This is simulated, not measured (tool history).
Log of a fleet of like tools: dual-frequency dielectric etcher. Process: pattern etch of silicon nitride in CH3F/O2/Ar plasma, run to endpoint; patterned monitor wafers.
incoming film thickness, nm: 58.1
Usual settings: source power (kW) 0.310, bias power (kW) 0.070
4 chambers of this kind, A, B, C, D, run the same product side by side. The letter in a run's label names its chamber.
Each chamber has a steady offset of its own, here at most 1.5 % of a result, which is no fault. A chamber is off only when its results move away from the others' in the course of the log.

run   hour  source power (kW)  bias power (kW)  hours since the last wet clean  hours since the last source power generator calibration  hours since the last bias power generator calibration  endpoint time (s)
 1B    7.0              0.310            0.070                           320.5                                                   3659.9                                                 1326.1             94.397
 2A   15.6              0.310            0.070                           433.6                                                    886.5                                                 2048.7             93.037
 3D   21.6              0.310            0.070                           197.2                                                    895.9                                                 2849.3             94.001
 4C   27.5              0.310            0.070                           124.3                                                    920.5                                                  579.2             93.197
 5B   33.7              0.310            0.070                           347.2                                                   3686.6                                                 1352.8             94.199
      33.8  -- chamber B: wet clean of the chamber
 6D   40.4              0.310            0.070                           216.0                                                    914.7                                                 2868.1             94.766
 7C   45.3              0.310            0.070                           142.1                                                    938.3                                                  597.0             92.838
 8A   49.9              0.310            0.070                           467.9                                                    920.8                                                 2083.0             92.836
 9C   58.0              0.310            0.070                           154.8                                                    951.0                                                  609.7             92.808
10B   63.5              0.310            0.070                            29.7                                                   3716.4                                                 1382.6             94.389
11A   71.4              0.310            0.070                           489.4                                                    942.3                                                 2104.5             93.230
12D   79.3              0.310            0.070                           254.9                                                    953.6                                                 2907.0             95.662
13D   83.8              0.310            0.070                           259.4                                                    958.1                                                 2911.5             94.838
14A   88.2              0.230            0.070                           506.2                                                    959.1                                                 2121.3            105.010
15C   96.1              0.230            0.070                           192.9                                                    989.1                                                  647.8            104.130
16B  104.7              0.230            0.070                            70.9                                                   3757.6                                                 1423.8            106.190
17A  114.1              0.230            0.070                           532.1                                                    985.0                                                 2147.2            105.570
18C  120.0              0.310            0.070                           216.8                                                   1013.0                                                  671.7             92.152
19B  125.9              0.310            0.070                            92.1                                                   3778.8                                                 1445.0             94.697
20D  133.8              0.310            0.070                           309.4                                                   1008.1                                                 2961.5             96.747
21C  138.7              0.260            0.070                           235.5                                                   1031.7                                                  690.4             99.852
22B  148.5              0.260            0.070                           114.7                                                   3801.4                                                 1467.6            101.020
23A  154.8              0.260            0.070                           572.8                                                   1025.7                                                 2187.9            100.980
24D  159.9              0.260            0.070                           335.5                                                   1034.2                                                 2987.6            104.990

All 4 chambers run these settings next. Forecast each chamber's results:
25A  167.0              0.310            0.070                                                                                                                                                                  ?
25B  167.0              0.310            0.070                                                                                                                                                                  ?
25C  167.0              0.310            0.070                                                                                                                                                                  ?
25D  167.0              0.310            0.070                                                                                                                                                                  ?

run  endpoint time (s)
25A             93.390
25B             95.067
25C             93.170
25D             98.147
